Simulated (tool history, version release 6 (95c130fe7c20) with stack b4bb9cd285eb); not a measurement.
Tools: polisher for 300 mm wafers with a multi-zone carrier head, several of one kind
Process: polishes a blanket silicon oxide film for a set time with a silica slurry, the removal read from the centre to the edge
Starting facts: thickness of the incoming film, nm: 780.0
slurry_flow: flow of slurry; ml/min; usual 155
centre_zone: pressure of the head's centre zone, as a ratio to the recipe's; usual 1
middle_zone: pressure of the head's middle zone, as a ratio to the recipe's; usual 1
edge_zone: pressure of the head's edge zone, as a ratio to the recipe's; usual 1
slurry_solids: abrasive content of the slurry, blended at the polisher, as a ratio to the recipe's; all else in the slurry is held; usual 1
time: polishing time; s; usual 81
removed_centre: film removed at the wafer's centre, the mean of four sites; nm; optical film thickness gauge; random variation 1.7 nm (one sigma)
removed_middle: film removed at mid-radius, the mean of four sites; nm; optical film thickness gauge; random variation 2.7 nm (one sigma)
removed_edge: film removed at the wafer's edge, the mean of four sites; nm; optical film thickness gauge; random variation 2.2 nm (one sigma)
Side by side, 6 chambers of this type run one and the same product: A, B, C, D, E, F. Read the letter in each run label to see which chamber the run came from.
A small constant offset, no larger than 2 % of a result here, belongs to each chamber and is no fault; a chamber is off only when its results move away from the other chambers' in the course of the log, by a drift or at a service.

run   hour  slurry_flow  centre_zone  middle_zone  edge_zone  slurry_solids  time  wafers polished on this pad  hours since the slurry nozzle was cleaned  hours since the centre zone pressure was calibrated  hours since the edge zone pressure was calibrated  removed_centre  removed_middle  removed_edge
       9.6  -- chamber A: centre zone pressure recalibrated
 1A     10          155            1            1          1              1    81                          518                                      434.7                                                  0.4                                              236.7          205.39          204.98        203.31
 2C   19.8          155            1            1          1              1    81                          909                                       65.8                                               1081.5                                              899.2          211.27          201.35        200.84
      27.3  -- chamber E: worn pad replaced by a new one
 3B   32.1          155            1            1          1              1    81                          637                                      364.4                                                417.1                                              395.8          202.27          198.94        203.44
      34.2  -- chamber B: worn pad replaced by a new one
 4E   41.2          155            1            1          1              1    81                           85                                      274.9                                                881.5                                             1307.9          202.41          198.34        204.02
      46.5  -- chamber C: worn pad replaced by a new one
      51.2  -- chamber E: edge zone pressure recalibrated
 5D   51.8          155            1            1          1              1    81                         1133                                        208                                                612.3                                              339.4             202           205.8        203.92
      54.3  -- chamber E: centre zone pressure recalibrated
 6F   57.4          155            1         0.96          1           1.15    81                          739                                      109.9                                                883.4                                              994.2          215.77          211.05        218.49
      63.5  -- chamber F: centre zone pressure recalibrated
 7E   65.6          155            1         0.96          1           1.15    81                          235                                      299.3                                                 11.4                                               14.5          213.34          212.88        213.32
 8D   72.2          155            1         0.96          1           1.15    81                         1258                                      228.4                                                632.7                                              359.8          218.68          214.93        219.85
      80.9  -- chamber F: worn pad replaced by a new one
 9B   82.4          155            1         0.96          1           1.15    81                          296                                      414.7                                                467.4                                              446.1          217.93          208.57        219.87
      89.5  -- chamber D: edge zone pressure recalibrated
10F   90.2          155            1         0.96          1           1.15    81                           57                                      142.7                                                 26.8                                               1027          217.07          208.46         217.9
      94.5  -- chamber F: edge zone pressure recalibrated
      95.3  -- chamber D: worn pad replaced by a new one
11A   97.6          155            1         0.96          1           1.15    81                         1057                                      522.3                                                   88                                              324.3          214.11          213.12        218.42
      99.6  -- chamber D: centre zone pressure recalibrated
12C  110.1          155            1            1       0.92           1.25    81                          391                                      156.1                                               1171.8                                              989.5          228.67          224.11        210.77
     110.5  -- chamber C: centre zone pressure recalibrated
13E  116.7          155            1            1       0.92           1.25    81                          550                                      350.4                                                 62.5                                               65.6          224.55          223.81        214.16
     121.3  -- chamber B: worn pad replaced by a new one
14B  124.9          155            1            1       0.92           1.25    81                           22                                      457.2                                                509.9                                              488.6          226.16          218.02        213.84
       132  -- chamber A: worn pad replaced by a new one
15D  137.5          155            1            1       0.92           1.25    81                          259                                      293.7                                                   38                                               48.1          222.47          221.58        211.79
     148.4  -- chamber E: slurry nozzle cleaned
16F  150.2          155            1            1       0.92           1.25    81                          427                                      202.7                                                 86.8                                               55.8          222.32          228.35        214.95
17C  155.8          155            1            1       0.92           1.25    81                          673                                      201.8                                                 45.3                                             1035.2          230.66          221.21        213.77
     165.3  -- chamber C: edge zone pressure recalibrated
18A  165.7          155            1            1          1              1    81                          207                                      590.4                                                156.1                                              392.4          203.58          201.12        203.22
     167.6  -- chamber B: slurry nozzle cleaned
19D  177.8          155            1            1          1              1    81                          508                                        334                                                 78.3                                               88.4          200.61          202.59        203.55
20F  186.9          155            1            1          1              1    81                          653                                      239.4                                                123.5                                               92.5          204.16          207.84        205.12
     192.8  -- chamber B: centre zone pressure recalibrated
21C  197.8          155            1            1          1              1    81                          931                                      243.8                                                 87.3                                               32.6          208.94          200.39         202.7
22B  204.9          155            1            1          1              1    81                          514                                       37.3                                                 12.2                                              568.6          205.08          198.53        204.22
     212.7  -- chamber C: worn pad replaced by a new one
23E  214.7          155            1            1          1              1    81                         1153                                       66.3                                                160.5                                              163.6          205.15          204.49        202.94
     221.2  -- chamber F: worn pad replaced by a new one
     225.7  -- chamber B: worn pad replaced by a new one
24A  225.7          155            1            1          1              1    81                          577                                      650.4                                                216.1                                              452.4           203.5          204.14        203.96
25C  233.6          155            1            1          1              1    81                          129                                      279.6                                                123.1                                               68.4          207.18          205.93        200.93
26B  239.9          155            1            1          1              1    81                           87                                       72.3                                                 47.2                                              603.6          203.71          203.13        203.89
     241.6  -- chamber E: worn pad replaced by a new one
27A  251.5          155            1            1          1              1    81                          735                                      676.2                                                241.9                                              478.2          200.67          200.79         203.2
28D  259.6          155            1            1          1              1    81                         1011                                      415.8                                                160.1                                              170.2          198.86          201.66        201.94
29F  272.3          155            1            1          1              1    81                          315                                      324.8                                                208.9                                              177.9          202.14          201.69        205.17
30E    278          105          0.9            1          1              1    81                          224                                      129.6                                                223.8                                              226.9           161.9          186.01         191.5
31B  288.4          105          0.9            1          1              1    81                          386                                      120.8                                                 95.7                                              652.1          162.67          183.87        194.89
32A  299.2          105          0.9            1          1              1    81                         1029                                      723.9                                                289.6                                              525.9          163.35          187.79         193.1
33C  305.8          105          0.9            1          1              1    81                          573                                      351.8                                                195.3                                              140.6          167.72          185.22        189.31
34D  314.1          105          0.9            1          1              1    81                         1347                                      470.3                                                214.6                                              224.7          154.03           180.2        187.68
35F  322.5          105          0.9            1          1              1    81                          624                                        375                                                259.1                                              228.1          165.49           189.9        195.68
36E  332.7          155            1            1       0.91              1    81                          560                                      184.3                                                278.5                                              281.6          203.31          205.44        193.14
37F  344.1          155            1            1       0.91              1    81                          757                                      396.6                                                280.7                                              249.7          202.12          202.45        195.94

Which is it: a chamber that has drifted or been left off by a service, a gauge drift common to all chambers, or only each chamber's usual small offset? If a chamber is off, name it and its likeliest cause.

Chamber D drifts away from the others.
Cause: slurry flow missing at the pad, % = 19.4.

Chamber D could run next with any of the 4 candidate recipes listed below; each alters the usual settings, and their results appear as question marks. Which one brings its results back in line with what the other chambers deliver on the usual settings?
In-line tolerance around the mean of the other chambers on the usual settings: removed_centre 6 nm; removed_middle 9.3 nm; removed_edge 7.5 nm
38D-1  353.4          160         1.02            1       0.99              1    83                                                                                                                                                                                               ?               ?             ?
38D-2  353.4          150         0.96         1.01       1.01              1    77                                                                                                                                                                                               ?               ?             ?
38D-3  353.4          150         0.98            1       1.01              1    79                                                                                                                                                                                               ?               ?             ?
38D-4  353.4          160         1.04         0.99       0.99              1    85                                                                                                                                                                                               ?               ?             ?

On the usual settings, the other chambers give on average: removed_centre 204.73 nm; removed_middle 203.55 nm; removed_edge 203.39 nm
  run  removed_centre  removed_middle  removed_edge
38D-1          205.82          204.19        202.95
38D-2          175.58          188.51        188.28
38D-3          184.31           191.6         193.2
38D-4          215.34          207.14        207.87
38D-1 is the one that brings the chamber's results back in line with the other chambers.
